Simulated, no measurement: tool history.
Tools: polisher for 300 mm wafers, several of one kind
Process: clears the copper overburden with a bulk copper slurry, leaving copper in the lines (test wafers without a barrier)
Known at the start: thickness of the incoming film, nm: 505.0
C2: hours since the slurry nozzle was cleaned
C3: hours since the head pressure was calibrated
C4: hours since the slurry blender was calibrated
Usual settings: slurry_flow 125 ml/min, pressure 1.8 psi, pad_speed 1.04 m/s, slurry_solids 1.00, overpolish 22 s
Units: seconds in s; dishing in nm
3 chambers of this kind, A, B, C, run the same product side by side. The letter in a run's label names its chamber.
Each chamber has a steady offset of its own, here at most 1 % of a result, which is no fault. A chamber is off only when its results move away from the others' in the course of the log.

{"hour": 5.6, "done": "chamber A: slurry nozzle cleaned"}
{"run": "1B", "hour": 6.2, "slurry_flow": 125, "pressure": 1.8, "pad_speed": 1.04, "slurry_solids": 1.0, "overpolish": 22, "wafers polished on this pad": 901, "C2": 416.2, "C3": 875.6, "C4": 65.5, "seconds": 84.334, "dishing": 44.431}
{"hour": 10.5, "done": "chamber B: worn pad replaced by a new one"}
{"run": "2C", "hour": 14.9, "slurry_flow": 125, "pressure": 1.8, "pad_speed": 1.04, "slurry_solids": 1.0, "overpolish": 22, "wafers polished on this pad": 532, "C2": 219.9, "C3": 761.6, "C4": 163.9, "seconds": 84.867, "dishing": 41.094}
{"run": "3A", "hour": 22.6, "slurry_flow": 125, "pressure": 1.8, "pad_speed": 1.04, "slurry_solids": 1.0, "overpolish": 22, "wafers polished on this pad": 817, "C2": 17.0, "C3": 426.8, "C4": 209.9, "seconds": 85.862, "dishing": 41.944}
{"run": "4B", "hour": 27.8, "slurry_flow": 125, "pressure": 1.8, "pad_speed": 1.04, "slurry_solids": 1.0, "overpolish": 22, "wafers polished on this pad": 145, "C2": 437.8, "C3": 897.2, "C4": 87.1, "seconds": 86.56, "dishing": 40.639}
{"run": "5C", "hour": 34.2, "slurry_flow": 125, "pressure": 1.8, "pad_speed": 1.04, "slurry_solids": 1.0, "overpolish": 22, "wafers polished on this pad": 694, "C2": 239.2, "C3": 780.9, "C4": 183.2, "seconds": 86.364, "dishing": 42.833}
{"hour": 39.5, "done": "chamber C: worn pad replaced by a new one"}
{"run": "6A", "hour": 42.6, "slurry_flow": 125, "pressure": 1.8, "pad_speed": 1.04, "slurry_solids": 1.0, "overpolish": 22, "wafers polished on this pad": 985, "C2": 37.0, "C3": 446.8, "C4": 229.9, "seconds": 87.138, "dishing": 42.77}
{"run": "7A", "hour": 48.4, "slurry_flow": 155, "pressure": 1.8, "pad_speed": 1.04, "slurry_solids": 1.25, "overpolish": 22, "wafers polished on this pad": 1034, "C2": 42.8, "C3": 452.6, "C4": 235.7, "seconds": 79.649, "dishing": 43.911}
{"run": "8C", "hour": 55.0, "slurry_flow": 155, "pressure": 1.8, "pad_speed": 1.04, "slurry_solids": 1.25, "overpolish": 22, "wafers polished on this pad": 131, "C2": 260.0, "C3": 801.7, "C4": 204.0, "seconds": 77.619, "dishing": 44.165}
{"run": "9B", "hour": 60.3, "slurry_flow": 155, "pressure": 1.8, "pad_speed": 1.04, "slurry_solids": 1.25, "overpolish": 22, "wafers polished on this pad": 418, "C2": 470.3, "C3": 929.7, "C4": 119.6, "seconds": 80.804, "dishing": 44.678}
{"hour": 63.7, "done": "chamber B: slurry blender recalibrated"}
{"run": "10C", "hour": 67.2, "slurry_flow": 125, "pressure": 1.8, "pad_speed": 1.04, "slurry_solids": 1.0, "overpolish": 22, "wafers polished on this pad": 233, "C2": 272.2, "C3": 813.9, "C4": 216.2, "seconds": 89.205, "dishing": 42.674}
{"run": "11B", "hour": 74.2, "slurry_flow": 125, "pressure": 1.8, "pad_speed": 1.04, "slurry_solids": 1.0, "overpolish": 22, "wafers polished on this pad": 535, "C2": 484.2, "C3": 943.6, "C4": 10.6, "seconds": 88.015, "dishing": 43.604}
{"run": "12A", "hour": 82.5, "slurry_flow": 145, "pressure": 1.8, "pad_speed": 1.36, "slurry_solids": 1.0, "overpolish": 22, "wafers polished on this pad": 1320, "C2": 76.9, "C3": 486.7, "C4": 269.8, "seconds": 64.207, "dishing": 45.519}
{"run": "13B", "hour": 88.3, "slurry_flow": 145, "pressure": 1.8, "pad_speed": 1.36, "slurry_solids": 1.0, "overpolish": 22, "wafers polished on this pad": 653, "C2": 498.3, "C3": 957.7, "C4": 24.7, "seconds": 64.448, "dishing": 45.861}
{"run": "14C", "hour": 97.2, "slurry_flow": 145, "pressure": 1.8, "pad_speed": 1.36, "slurry_solids": 1.0, "overpolish": 22, "wafers polished on this pad": 485, "C2": 302.2, "C3": 843.9, "C4": 246.2, "seconds": 65.16, "dishing": 48.395}
{"hour": 97.8, "done": "chamber A: head pressure recalibrated"}
{"hour": 102.9, "done": "chamber A: worn pad replaced by a new one"}
{"run": "15A", "hour": 105.1, "slurry_flow": 125, "pressure": 1.8, "pad_speed": 1.04, "slurry_solids": 1.0, "overpolish": 22, "wafers polished on this pad": 19, "C2": 99.5, "C3": 7.3, "C4": 292.4, "seconds": 85.757, "dishing": 42.664}
{"run": "16C", "hour": 112.8, "slurry_flow": 125, "pressure": 1.8, "pad_speed": 1.04, "slurry_solids": 1.0, "overpolish": 22, "wafers polished on this pad": 616, "C2": 317.8, "C3": 859.5, "C4": 261.8, "seconds": 84.513, "dishing": 41.293}
{"hour": 117.5, "done": "chamber B: worn pad replaced by a new one"}
{"run": "17A", "hour": 119.3, "slurry_flow": 125, "pressure": 1.8, "pad_speed": 1.04, "slurry_solids": 1.0, "overpolish": 22, "wafers polished on this pad": 138, "C2": 113.7, "C3": 21.5, "C4": 306.6, "seconds": 88.783, "dishing": 44.005}
{"run": "18B", "hour": 124.9, "slurry_flow": 125, "pressure": 1.8, "pad_speed": 1.04, "slurry_solids": 1.0, "overpolish": 22, "wafers polished on this pad": 62, "C2": 534.9, "C3": 994.3, "C4": 61.3, "seconds": 85.585, "dishing": 42.552}
{"hour": 132.3, "done": "chamber C: worn pad replaced by a new one"}
{"run": "19C", "hour": 133.8, "slurry_flow": 125, "pressure": 1.8, "pad_speed": 1.04, "slurry_solids": 1.0, "overpolish": 22, "wafers polished on this pad": 13, "C2": 338.8, "C3": 880.5, "C4": 282.8, "seconds": 85.935, "dishing": 43.779}
{"run": "20B", "hour": 143.0, "slurry_flow": 125, "pressure": 1.8, "pad_speed": 1.04, "slurry_solids": 1.0, "overpolish": 22, "wafers polished on this pad": 214, "C2": 553.0, "C3": 1012.4, "C4": 79.4, "seconds": 88.328, "dishing": 43.773}
{"run": "21A", "hour": 151.3, "slurry_flow": 125, "pressure": 1.8, "pad_speed": 1.04, "slurry_solids": 1.0, "overpolish": 22, "wafers polished on this pad": 407, "C2": 145.7, "C3": 53.5, "C4": 338.6, "seconds": 83.541, "dishing": 41.588}
{"run": "22A", "hour": 156.7, "slurry_flow": 125, "pressure": 1.8, "pad_speed": 1.04, "slurry_solids": 1.0, "overpolish": 22, "wafers polished on this pad": 452, "C2": 151.1, "C3": 58.9, "C4": 344.0, "seconds": 85.024, "dishing": 43.418}
{"run": "23C", "hour": 163.6, "slurry_flow": 125, "pressure": 1.8, "pad_speed": 1.04, "slurry_solids": 1.0, "overpolish": 22, "wafers polished on this pad": 263, "C2": 368.6, "C3": 910.3, "C4": 312.6, "seconds": 86.675, "dishing": 44.776}
{"run": "24B", "hour": 172.8, "slurry_flow": 125, "pressure": 1.8, "pad_speed": 1.04, "slurry_solids": 1.0, "overpolish": 22, "wafers polished on this pad": 464, "C2": 582.8, "C3": 1042.2, "C4": 109.2, "seconds": 84.708, "dishing": 40.309}
{"run": "25C", "hour": 180.8, "slurry_flow": 125, "pressure": 1.8, "pad_speed": 1.04, "slurry_solids": 1.0, "overpolish": 22, "wafers polished on this pad": 408, "C2": 385.8, "C3": 927.5, "C4": 329.8, "seconds": 85.119, "dishing": 44.894}
{"run": "26B", "hour": 189.3, "slurry_flow": 125, "pressure": 1.8, "pad_speed": 1.04, "slurry_solids": 1.0, "overpolish": 22, "wafers polished on this pad": 603, "C2": 599.3, "C3": 1058.7, "C4": 125.7, "seconds": 86.176, "dishing": 43.084}
{"hour": 195.0, "done": "chamber A: slurry blender recalibrated"}
{"run": "27A", "hour": 195.5, "slurry_flow": 125, "pressure": 1.8, "pad_speed": 1.04, "slurry_solids": 1.0, "overpolish": 22, "wafers polished on this pad": 778, "C2": 189.9, "C3": 97.7, "C4": 0.5, "seconds": 87.873, "dishing": 43.967}
{"run": "28A", "hour": 200.3, "slurry_flow": 125, "pressure": 1.8, "pad_speed": 1.04, "slurry_solids": 1.0, "overpolish": 22, "wafers polished on this pad": 818, "C2": 194.7, "C3": 102.5, "C4": 5.3, "seconds": 87.005, "dishing": 43.397}
{"run": "29C", "hour": 204.5, "slurry_flow": 125, "pressure": 1.8, "pad_speed": 1.04, "slurry_solids": 1.0, "overpolish": 22, "wafers polished on this pad": 607, "C2": 409.5, "C3": 951.2, "C4": 353.5, "seconds": 85.2, "dishing": 45.228}
{"run": "30B", "hour": 210.0, "slurry_flow": 125, "pressure": 1.8, "pad_speed": 1.04, "slurry_solids": 1.0, "overpolish": 22, "wafers polished on this pad": 777, "C2": 620.0, "C3": 1079.4, "C4": 146.4, "seconds": 86.41, "dishing": 42.75}
{"hour": 218.5, "done": "chamber B: slurry blender recalibrated"}
{"run": "31A", "hour": 219.2, "slurry_flow": 125, "pressure": 1.8, "pad_speed": 1.04, "slurry_solids": 1.0, "overpolish": 22, "wafers polished on this pad": 977, "C2": 213.6, "C3": 121.4, "C4": 24.2, "seconds": 87.266, "dishing": 42.376}
{"hour": 223.8, "done": "chamber C: worn pad replaced by a new one"}
{"run": "32C", "hour": 224.5, "slurry_flow": 125, "pressure": 1.8, "pad_speed": 1.04, "slurry_solids": 1.0, "overpolish": 22, "wafers polished on this pad": 6, "C2": 429.5, "C3": 971.2, "C4": 373.5, "seconds": 85.845, "dishing": 44.578}
{"hour": 227.0, "done": "chamber B: worn pad replaced by a new one"}
{"run": "33B", "hour": 230.4, "slurry_flow": 125, "pressure": 1.8, "pad_speed": 1.04, "slurry_solids": 1.0, "overpolish": 22, "wafers polished on this pad": 29, "C2": 640.4, "C3": 1099.8, "C4": 11.9, "seconds": 83.595, "dishing": 42.231}
{"run": "34C", "hour": 237.0, "slurry_flow": 125, "pressure": 1.8, "pad_speed": 1.04, "slurry_solids": 0.85, "overpolish": 22, "wafers polished on this pad": 111, "C2": 442.0, "C3": 983.7, "C4": 386.0, "seconds": 89.932, "dishing": 42.16}
{"hour": 238.7, "done": "chamber C: slurry nozzle cleaned"}
{"run": "35A", "hour": 243.1, "slurry_flow": 125, "pressure": 1.8, "pad_speed": 1.04, "slurry_solids": 0.85, "overpolish": 22, "wafers polished on this pad": 1178, "C2": 237.5, "C3": 145.3, "C4": 48.1, "seconds": 89.215, "dishing": 41.93}
{"run": "36B", "hour": 247.7, "slurry_flow": 125, "pressure": 1.8, "pad_speed": 1.04, "slurry_solids": 0.85, "overpolish": 22, "wafers polished on this pad": 174, "C2": 657.7, "C3": 1117.1, "C4": 29.2, "seconds": 89.727, "dishing": 43.743}
{"run": "37B", "hour": 252.9, "slurry_flow": 125, "pressure": 1.8, "pad_speed": 1.04, "slurry_solids": 1.0, "overpolish": 22, "wafers polished on this pad": 218, "C2": 662.9, "C3": 1122.3, "C4": 34.4, "seconds": 85.044, "dishing": 44.589}
{"hour": 254.3, "done": "chamber A: worn pad replaced by a new one"}
{"run": "38C", "hour": 259.8, "slurry_flow": 125, "pressure": 1.8, "pad_speed": 1.04, "slurry_solids": 1.0, "overpolish": 22, "wafers polished on this pad": 303, "C2": 21.1, "C3": 1006.5, "C4": 408.8, "seconds": 86.081, "dishing": 42.572}
{"run": "39A", "hour": 265.4, "slurry_flow": 125, "pressure": 2.0, "pad_speed": 1.04, "slurry_solids": 1.25, "overpolish": 22, "wafers polished on this pad": 94, "C2": 259.8, "C3": 167.6, "C4": 70.4, "seconds": 73.564, "dishing": 44.83}
{"run": "40A", "hour": 274.0, "slurry_flow": 125, "pressure": 2.0, "pad_speed": 1.04, "slurry_solids": 1.25, "overpolish": 22, "wafers polished on this pad": 166, "C2": 268.4, "C3": 176.2, "C4": 79.0, "seconds": 71.523, "dishing": 46.975}
{"run": "41B", "hour": 279.4, "slurry_flow": 125, "pressure": 2.0, "pad_speed": 1.04, "slurry_solids": 1.25, "overpolish": 22, "wafers polished on this pad": 440, "C2": 689.4, "C3": 1148.8, "C4": 60.9, "seconds": 73.652, "dishing": 44.668}

Is one chamber off against the others, does the gauge drift, or is nothing wrong? If a chamber is off, say which, and what the likeliest cause is.

No chamber stands off beyond its own small offset, and the gauge holds steady.
